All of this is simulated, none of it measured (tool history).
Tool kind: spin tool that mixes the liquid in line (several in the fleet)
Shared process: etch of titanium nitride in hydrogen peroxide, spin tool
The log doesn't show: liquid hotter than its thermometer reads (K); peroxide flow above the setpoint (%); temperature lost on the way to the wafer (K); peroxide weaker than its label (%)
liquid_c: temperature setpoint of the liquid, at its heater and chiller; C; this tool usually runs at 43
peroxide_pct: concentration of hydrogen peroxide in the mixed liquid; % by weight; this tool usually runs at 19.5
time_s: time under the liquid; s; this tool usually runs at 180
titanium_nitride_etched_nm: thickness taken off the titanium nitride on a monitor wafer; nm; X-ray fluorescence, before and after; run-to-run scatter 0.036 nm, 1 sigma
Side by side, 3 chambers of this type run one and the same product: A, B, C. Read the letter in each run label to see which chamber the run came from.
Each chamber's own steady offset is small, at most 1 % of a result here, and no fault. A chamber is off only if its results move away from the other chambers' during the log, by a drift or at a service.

run   hour  liquid_c  peroxide_pct  time_s  hours since the thermometer was replaced  hours since the peroxide flow meter was replaced  hours since the heated supply line was repaired  hours since the drum of peroxide was connected  read-back film thickness of the titanium nitride reference wafer, read on the same gauge (nm)  titanium_nitride_etched_nm
 1B    5.1        43          19.5     180                                     613.9                                             168.3                                             1493                                            57.2                                                                                         49.991                      2.7577
 2C    8.5        43          19.5     180                                     659.7                                              51.8                                            988.8                                           979.5                                                                                         50.028                      2.7354
 3A   13.6        43          19.5     180                                     315.6                                             663.3                                            902.3                                             477                                                                                         49.963                      2.6925
 4B   17.7        43          19.5     180                                     626.5                                             180.9                                           1505.6                                            69.8                                                                                         49.987                      2.7293
 5A   21.6        43            16     285                                     323.6                                             671.3                                            910.3                                             485                                                                                         50.004                      4.1325
 6C   24.8        43            16     285                                       676                                              68.1                                           1005.1                                           995.8                                                                                         50.021                      4.0963
 7C   30.2        43            16     285                                     681.4                                              73.5                                           1010.5                                          1001.2                                                                                         49.972                      4.2222
 8A   34.5        43            16     180                                     336.5                                             684.2                                            923.2                                           497.9                                                                                         50.006                      2.6483
 9B   38.3        43            16     180                                     647.1                                             201.5                                           1526.2                                            90.4                                                                                         49.964                      2.6034
10C   41.3        43            16     180                                     692.5                                              84.6                                           1021.6                                          1012.3                                                                                         50.019                      2.5619
11A   45.2        43          19.5     180                                     347.2                                             694.9                                            933.9                                           508.6                                                                                         49.984                      2.7792
12B   49.7        43          19.5     180                                     658.5                                             212.9                                           1537.6                                           101.8                                                                                         50.015                      2.6891
13C     54        43          19.5     180                                     705.2                                              97.3                                           1034.3                                            1025                                                                                         50.004                       2.799
14B   57.5        43          19.5     180                                     666.3                                             220.7                                           1545.4                                           109.6                                                                                         49.986                      2.7091
15A   62.4        43          19.5     180                                     364.4                                             712.1                                            951.1                                           525.8                                                                                         49.958                      2.7244
16C     66        43          19.5     180                                     717.2                                             109.3                                           1046.3                                            1037                                                                                         49.957                      2.8308
17B   69.7        43          19.5     180                                     678.5                                             232.9                                           1557.6                                           121.8                                                                                         49.996                      2.7022
18A   75.5        43          19.5     180                                     377.5                                             725.2                                            964.2                                           538.9                                                                                         49.984                      2.7771
19B   78.6        43          19.5     180                                     687.4                                             241.8                                           1566.5                                           130.7                                                                                         49.974                      2.7332
      80.6  -- chamber A: peroxide flow meter replaced
20A   82.7        43          19.5     180                                     384.7                                               2.2                                            971.4                                           546.1                                                                                         50.004                      2.7631
21C   87.5        34          19.5     145                                     738.7                                             130.8                                           1067.8                                          1058.5                                                                                         50.009                      1.1767
22C   93.7        34          19.5     145                                     744.9                                               137                                             1074                                          1064.7                                                                                         50.024                      1.1891
23A   98.7        34          19.5     145                                     400.7                                              18.2                                            987.4                                           562.1                                                                                         50.034                      1.0802
24B  101.9        43          19.5     180                                     710.7                                             265.1                                           1589.8                                             154                                                                                         50.009                      2.7181
25B  107.1        43          19.5     180                                     715.9                                             270.3                                             1595                                           159.2                                                                                         50.028                      2.6791
26C  111.8        43          19.5     180                                       763                                             155.1                                           1092.1                                          1082.8                                                                                         50.015                      3.0914
27A  114.7        51          19.5     230                                     416.7                                              34.2                                           1003.4                                           578.1                                                                                         49.987                      6.4426
28C  119.6        51          19.5     230                                     770.8                                             162.9                                           1099.9                                          1090.6                                                                                         49.946                      7.3371
29B  125.5        51          19.5     230                                     734.3                                             288.7                                           1613.4                                           177.6                                                                                         49.991                        6.19
30A    130        43          19.5     180                                       432                                              49.5                                           1018.7                                           593.4                                                                                         50.004                      2.7134
31A  135.5        43          19.5     180                                     437.5                                                55                                           1024.2                                           598.9                                                                                          50.02                       2.714

Is one chamber out of step, is the gauge drifting, or do the chambers differ by no more than their own small offsets? For an off chamber, give its letter and the likeliest cause.

Chamber C drifts away from the others.
Likeliest cause: liquid hotter than its thermometer reads (K) = 2.41.

Which of the 4 candidates below, each the usual settings with something changed and its results left as question marks, puts chamber C back in line with what the other chambers give on the usual settings?
In line here means within this much of the mean the other chambers give on the usual settings: titanium_nitride_etched_nm 0.13 nm
32C-1   140        42          19.5     180                                                                                                                                                                                                                                                                                                                       ?
32C-2   140        43          19.5     195                                                                                                                                                                                                                                                                                                                       ?
32C-3   140      44.5          19.5     190                                                                                                                                                                                                                                                                                                                       ?
32C-4   140      41.5          19.5     170                                                                                                                                                                                                                                                                                                                       ?

The mean the other chambers reach with the usual settings: titanium_nitride_etched_nm 2.7413 nm
  run  titanium_nitride_etched_nm
32C-1                        2.99
32C-2                      3.4926
32C-3                      3.8108
32C-4                      2.7181
32C-4 is the one that brings the chamber's results back in line with the other chambers.

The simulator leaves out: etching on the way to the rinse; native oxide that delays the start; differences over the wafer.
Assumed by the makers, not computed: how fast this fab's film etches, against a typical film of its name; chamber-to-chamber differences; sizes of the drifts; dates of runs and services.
